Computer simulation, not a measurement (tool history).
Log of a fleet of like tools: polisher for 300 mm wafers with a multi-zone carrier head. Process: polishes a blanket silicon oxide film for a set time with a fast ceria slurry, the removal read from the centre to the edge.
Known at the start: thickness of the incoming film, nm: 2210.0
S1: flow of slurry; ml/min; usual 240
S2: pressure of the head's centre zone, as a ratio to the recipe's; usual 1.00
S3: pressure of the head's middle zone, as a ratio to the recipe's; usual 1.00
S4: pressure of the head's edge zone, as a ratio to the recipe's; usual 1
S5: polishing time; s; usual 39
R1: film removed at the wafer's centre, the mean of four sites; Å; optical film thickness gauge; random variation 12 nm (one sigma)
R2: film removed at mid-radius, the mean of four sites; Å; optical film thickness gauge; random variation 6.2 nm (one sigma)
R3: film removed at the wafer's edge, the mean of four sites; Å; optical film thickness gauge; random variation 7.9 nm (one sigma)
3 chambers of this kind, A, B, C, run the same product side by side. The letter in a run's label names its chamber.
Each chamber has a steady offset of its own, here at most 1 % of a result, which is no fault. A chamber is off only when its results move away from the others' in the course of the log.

Run 1B, hour 4.8: usual settings. Result: R1 9095.3 Å, R2 9253.8 Å, R3 9174.1 Å.
Run 2C, hour 9.3: usual settings. Result: R1 9127.0 Å, R2 9080.9 Å, R3 9171.3 Å.
At hour 11.9: chamber B: edge zone pressure recalibrated.
At hour 14.2: chamber A: edge zone pressure recalibrated.
Run 3A, hour 14.6: usual settings. Result: R1 9182.9 Å, R2 9195.0 Å, R3 9350.0 Å.
Run 4B, hour 21.0: usual settings. Result: R1 9064.5 Å, R2 9214.6 Å, R3 9232.4 Å.
Run 5A, hour 28.2: usual settings but S1 160 ml/min, S2 0.89. Result: R1 7563.2 Å, R2 8506.0 Å, R3 8842.5 Å.
Run 6C, hour 32.5: usual settings but S1 160 ml/min, S2 0.89. Result: R1 7634.1 Å, R2 8698.5 Å, R3 8780.1 Å.
At hour 36.7: chamber A: worn pad replaced by a new one.
Run 7C, hour 37.3: usual settings but S1 160 ml/min, S2 0.89. Result: R1 7614.1 Å, R2 8638.0 Å, R3 8803.3 Å.
Run 8A, hour 42.4: usual settings but S1 200 ml/min, S3 0.96. Result: R1 8975.0 Å, R2 8576.1 Å, R3 9144.4 Å.
At hour 43.2: chamber C: edge zone pressure recalibrated.
Run 9B, hour 48.9: usual settings but S1 200 ml/min, S3 0.96. Result: R1 8871.3 Å, R2 8729.5 Å, R3 8996.5 Å.
Run 10C, hour 52.9: usual settings but S1 200 ml/min, S3 0.96. Result: R1 8876.7 Å, R2 8532.3 Å, R3 9049.5 Å.
At hour 57.3: chamber C: worn pad replaced by a new one.
Run 11A, hour 58.8: usual settings. Result: R1 9175.6 Å, R2 9058.9 Å, R3 9217.3 Å.
Run 12B, hour 63.1: usual settings. Result: R1 9118.5 Å, R2 9182.0 Å, R3 9161.4 Å.
At hour 65.3: chamber B: worn pad replaced by a new one.
Run 13A, hour 69.3: usual settings. Result: R1 8866.5 Å, R2 9108.1 Å, R3 9218.0 Å.
Run 14B, hour 76.5: usual settings. Result: R1 9196.8 Å, R2 9192.7 Å, R3 9253.2 Å.
Run 15C, hour 82.8: usual settings. Result: R1 9283.0 Å, R2 9157.0 Å, R3 9332.7 Å.
Run 16A, hour 87.6: usual settings. Result: R1 9134.1 Å, R2 9020.2 Å, R3 9140.5 Å.
Run 17B, hour 91.5: usual settings but S3 0.93. Result: R1 9080.4 Å, R2 8684.1 Å, R3 9323.7 Å.
Run 18C, hour 95.7: usual settings but S3 0.93. Result: R1 9184.7 Å, R2 8587.3 Å, R3 9247.4 Å.
Run 19A, hour 101.9: usual settings but S3 0.93. Result: R1 9001.0 Å, R2 8406.8 Å, R3 9231.0 Å.
Run 20B, hour 105.8: usual settings but S3 0.88, S5 30 s. Result: R1 7119.2 Å, R2 6361.5 Å, R3 7176.6 Å.
At hour 110.2: chamber A: worn pad replaced by a new one.
Run 21C, hour 110.2: usual settings but S3 0.88, S5 30 s. Result: R1 7170.7 Å, R2 6241.1 Å, R3 7104.8 Å.
Run 22C, hour 117.0: usual settings but S3 0.88, S5 30 s. Result: R1 7071.1 Å, R2 6317.0 Å, R3 7002.3 Å.
Run 23B, hour 122.3: usual settings. Result: R1 9244.0 Å, R2 9314.8 Å, R3 9181.4 Å.
Run 24A, hour 127.1: usual settings. Result: R1 8836.7 Å, R2 9085.7 Å, R3 9096.8 Å.
Run 25A, hour 133.6: usual settings. Result: R1 8883.3 Å, R2 9012.4 Å, R3 9199.5 Å.
At hour 137.1: chamber C: worn pad replaced by a new one.
Run 26B, hour 138.0: usual settings. Result: R1 8993.8 Å, R2 9195.6 Å, R3 9224.3 Å.
At hour 141.7: chamber B: worn pad replaced by a new one.
Run 27C, hour 145.4: usual settings. Result: R1 9200.3 Å, R2 9184.1 Å, R3 9244.8 Å.
Run 28A, hour 151.5: usual settings. Result: R1 9375.0 Å, R2 9075.2 Å, R3 9171.3 Å.
At hour 151.8: chamber B: slurry nozzle cleaned.
Run 29C, hour 159.2: usual settings. Result: R1 9485.4 Å, R2 9086.4 Å, R3 9163.1 Å.
Run 30B, hour 165.7: usual settings. Result: R1 9124.0 Å, R2 9098.6 Å, R3 9159.4 Å.
Run 31A, hour 170.5: usual settings. Result: R1 9202.6 Å, R2 9090.1 Å, R3 9149.8 Å.
Run 32C, hour 174.8: usual settings. Result: R1 9269.4 Å, R2 9187.9 Å, R3 9272.7 Å.
Run 33B, hour 179.2: usual settings. Result: R1 9243.2 Å, R2 9303.1 Å, R3 9122.0 Å.
Run 34B, hour 185.2: usual settings. Result: R1 9173.2 Å, R2 9236.6 Å, R3 9285.4 Å.
Run 35A, hour 192.0: usual settings. Result: R1 9026.8 Å, R2 9072.7 Å, R3 9191.8 Å.

Next, every chamber runs the same settings. What will each give?
Run 36A, hour 197.8: usual settings. Result: R1 ?, R2 ?, R3 ?.
Run 36B, hour 197.8: usual settings. Result: R1 ?, R2 ?, R3 ?.
Run 36C, hour 197.8: usual settings. Result: R1 ?, R2 ?, R3 ?.

run      R1      R2      R3
36A  9279.8  9061.2  9278.1
36B  8967.7  9096.7  9118.9
36C  9227.7  9191.1  9219.5

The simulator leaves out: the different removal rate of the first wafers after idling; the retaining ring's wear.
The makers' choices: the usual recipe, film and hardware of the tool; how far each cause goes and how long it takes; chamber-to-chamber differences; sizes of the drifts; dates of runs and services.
